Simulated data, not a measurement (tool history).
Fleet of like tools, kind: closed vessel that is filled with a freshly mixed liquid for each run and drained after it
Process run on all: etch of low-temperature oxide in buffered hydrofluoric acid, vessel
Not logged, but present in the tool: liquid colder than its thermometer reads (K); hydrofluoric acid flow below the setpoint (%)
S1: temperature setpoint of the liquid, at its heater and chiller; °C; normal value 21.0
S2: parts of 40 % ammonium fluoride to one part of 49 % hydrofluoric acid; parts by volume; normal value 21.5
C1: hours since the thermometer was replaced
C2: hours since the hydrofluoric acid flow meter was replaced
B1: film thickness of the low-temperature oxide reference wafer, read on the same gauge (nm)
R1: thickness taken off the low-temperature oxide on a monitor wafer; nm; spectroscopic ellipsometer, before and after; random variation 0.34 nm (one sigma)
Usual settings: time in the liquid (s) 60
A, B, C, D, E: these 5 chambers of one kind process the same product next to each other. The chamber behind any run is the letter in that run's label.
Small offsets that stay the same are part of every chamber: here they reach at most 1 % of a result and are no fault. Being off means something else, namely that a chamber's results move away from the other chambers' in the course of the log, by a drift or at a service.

run 1E hour=9.0 | S1=21.0 S2=21.5 time_in_the_liquid_(s)=60 | C1=895.8 C2=745.3 | B1=149.97 | R1=48.681
run 2C hour=18.9 | S1=21.0 S2=21.5 time_in_the_liquid_(s)=60 | C1=47.8 C2=157.8 | B1=150.03 | R1=49.758
run 3A hour=29.7 | S1=21.0 S2=21.5 time_in_the_liquid_(s)=60 | C1=91.4 C2=1816.7 | B1=149.98 | R1=49.517
run 4B hour=36.2 | S1=21.0 S2=21.5 time_in_the_liquid_(s)=60 | C1=774.6 C2=229.5 | B1=149.99 | R1=48.637
run 5D hour=51.3 | S1=21.0 S2=21.5 time_in_the_liquid_(s)=60 | C1=1319.6 C2=286.2 | B1=150.01 | R1=48.621
run 6C hour=64.8 | S1=21.0 S2=21.5 time_in_the_liquid_(s)=60 | C1=93.7 C2=203.7 | B1=150.01 | R1=48.993
run 7D hour=77.2 | S1=21.0 S2=21.5 time_in_the_liquid_(s)=60 | C1=1345.5 C2=312.1 | B1=150.01 | R1=48.299
run 8B hour=90.7 | S1=21.0 S2=21.5 time_in_the_liquid_(s)=80 | C1=829.1 C2=284.0 | B1=150.02 | R1=64.551
run 9A hour=101.0 | S1=21.0 S2=21.5 time_in_the_liquid_(s)=80 | C1=162.7 C2=1888.0 | B1=150.02 | R1=65.478
run 10E hour=113.2 | S1=21.0 S2=21.5 time_in_the_liquid_(s)=80 | C1=1000.0 C2=849.5 | B1=150.00 | R1=64.918
run 11C hour=124.4 | S1=21.0 S2=21.5 time_in_the_liquid_(s)=80 | C1=153.3 C2=263.3 | B1=150.00 | R1=66.270
run 12E hour=131.9 | S1=21.0 S2=21.5 time_in_the_liquid_(s)=80 | C1=1018.7 C2=868.2 | B1=149.98 | R1=64.678
run 13A hour=139.0 | S1=21.0 S2=26.5 time_in_the_liquid_(s)=60 | C1=200.7 C2=1926.0 | B1=149.99 | R1=42.510
run 14D hour=152.6 | S1=21.0 S2=26.5 time_in_the_liquid_(s)=60 | C1=1420.9 C2=387.5 | B1=150.00 | R1=41.556
run 15B hour=165.8 | S1=21.0 S2=26.5 time_in_the_liquid_(s)=60 | C1=904.2 C2=359.1 | B1=150.03 | R1=41.977
run 16E hour=177.4 | S1=21.0 S2=26.5 time_in_the_liquid_(s)=60 | C1=1064.2 C2=913.7 | B1=149.99 | R1=42.042
run 17B hour=188.7 | S1=21.0 S2=26.5 time_in_the_liquid_(s)=60 | C1=927.1 C2=382.0 | B1=150.01 | R1=41.859
run 18A hour=197.6 | S1=21.0 S2=21.5 time_in_the_liquid_(s)=60 | C1=259.3 C2=1984.6 | B1=149.98 | R1=48.766
-- hour=206.5 chamber A: hydrofluoric acid flow meter replaced
run 19C hour=209.5 | S1=21.0 S2=21.5 time_in_the_liquid_(s)=60 | C1=238.4 C2=348.4 | B1=149.99 | R1=48.881
run 20D hour=221.0 | S1=21.0 S2=21.5 time_in_the_liquid_(s)=60 | C1=1489.3 C2=455.9 | B1=150.03 | R1=47.327
run 21D hour=235.7 | S1=21.0 S2=21.5 time_in_the_liquid_(s)=60 | C1=1504.0 C2=470.6 | B1=150.00 | R1=47.297
run 22A hour=248.9 | S1=21.0 S2=21.5 time_in_the_liquid_(s)=60 | C1=310.6 C2=42.4 | B1=150.01 | R1=49.190
run 23B hour=258.8 | S1=21.0 S2=21.5 time_in_the_liquid_(s)=60 | C1=997.2 C2=452.1 | B1=150.00 | R1=47.939
run 24E hour=266.6 | S1=21.0 S2=21.5 time_in_the_liquid_(s)=60 | C1=1153.4 C2=1002.9 | B1=150.01 | R1=48.513
run 25C hour=281.7 | S1=21.0 S2=21.5 time_in_the_liquid_(s)=60 | C1=310.6 C2=420.6 | B1=149.99 | R1=49.274
run 26C hour=296.2 | S1=21.0 S2=21.5 time_in_the_liquid_(s)=60 | C1=325.1 C2=435.1 | B1=150.04 | R1=49.604
-- hour=305.2 chamber B: thermometer replaced
run 27E hour=310.6 | S1=21.0 S2=21.5 time_in_the_liquid_(s)=60 | C1=1197.4 C2=1046.9 | B1=150.00 | R1=48.130
run 28B hour=322.7 | S1=19.5 S2=14.5 time_in_the_liquid_(s)=60 | C1=17.5 C2=516.0 | B1=150.03 | R1=64.340
run 29D hour=329.9 | S1=19.5 S2=14.5 time_in_the_liquid_(s)=60 | C1=1598.2 C2=564.8 | B1=150.00 | R1=61.576
run 30A hour=340.8 | S1=19.5 S2=14.5 time_in_the_liquid_(s)=60 | C1=402.5 C2=134.3 | B1=149.99 | R1=64.657
run 31B hour=349.8 | S1=19.5 S2=14.5 time_in_the_liquid_(s)=60 | C1=44.6 C2=543.1 | B1=150.01 | R1=65.473
run 32E hour=358.4 | S1=19.5 S2=14.5 time_in_the_liquid_(s)=60 | C1=1245.2 C2=1094.7 | B1=150.01 | R1=63.753
run 33A hour=369.4 | S1=21.0 S2=21.5 time_in_the_liquid_(s)=60 | C1=431.1 C2=162.9 | B1=149.97 | R1=48.377
run 34D hour=381.8 | S1=21.0 S2=21.5 time_in_the_liquid_(s)=60 | C1=1650.1 C2=616.7 | B1=150.02 | R1=45.695
run 35C hour=396.6 | S1=21.0 S2=21.5 time_in_the_liquid_(s)=60 | C1=425.5 C2=535.5 | B1=150.01 | R1=48.744
run 36C hour=404.3 | S1=21.0 S2=21.5 time_in_the_liquid_(s)=60 | C1=433.2 C2=543.2 | B1=149.99 | R1=48.791
run 37E hour=415.5 | S1=21.0 S2=21.5 time_in_the_liquid_(s)=60 | C1=1302.3 C2=1151.8 | B1=150.02 | R1=48.819
run 38A hour=425.2 | S1=21.0 S2=21.5 time_in_the_liquid_(s)=60 | C1=486.9 C2=218.7 | B1=150.00 | R1=48.714
run 39D hour=433.1 | S1=21.0 S2=21.5 time_in_the_liquid_(s)=60 | C1=1701.4 C2=668.0 | B1=149.99 | R1=45.778
-- hour=442.7 chamber B: hydrofluoric acid flow meter replaced
run 40B hour=445.3 | S1=21.0 S2=21.5 time_in_the_liquid_(s)=60 | C1=140.1 C2=2.7 | B1=149.98 | R1=49.125

One chamber off, gauge drift, or nothing amiss beyond the chambers' own small offsets? If it is a chamber, which one, and what is the likeliest cause?

Chamber D drifts away from the others.
Most likely cause: liquid colder than its thermometer reads (K) = 1.28.
The log may not tell that from: hydrofluoric acid flow below the setpoint (%).

Below are 4 candidate recipes for chamber D's next run, each the usual settings with a change, their results shown as question marks. Which of them brings D's results back in line with what the other chambers give on the usual settings?
To be in line, a result may differ from the other chambers' mean on the usual settings by at most: R1 1.200 nm
run 41D-1 hour=456.1 | S1=21.5 S2=20.5 time_in_the_liquid_(s)=60 | R1=?
run 41D-2 hour=456.1 | S1=21.5 S2=21.5 time_in_the_liquid_(s)=60 | R1=?
run 41D-3 hour=456.1 | S1=20.0 S2=21.5 time_in_the_liquid_(s)=60 | R1=?
run 41D-4 hour=456.1 | S1=20.5 S2=21.5 time_in_the_liquid_(s)=60 | R1=?

Mean of the other chambers on the usual settings: R1 48.793 nm
run=41D-1 R1=48.489
run=41D-2 R1=46.945
run=41D-3 R1=43.114
run=41D-4 R1=44.351
41D-1 brings the chamber back in line.

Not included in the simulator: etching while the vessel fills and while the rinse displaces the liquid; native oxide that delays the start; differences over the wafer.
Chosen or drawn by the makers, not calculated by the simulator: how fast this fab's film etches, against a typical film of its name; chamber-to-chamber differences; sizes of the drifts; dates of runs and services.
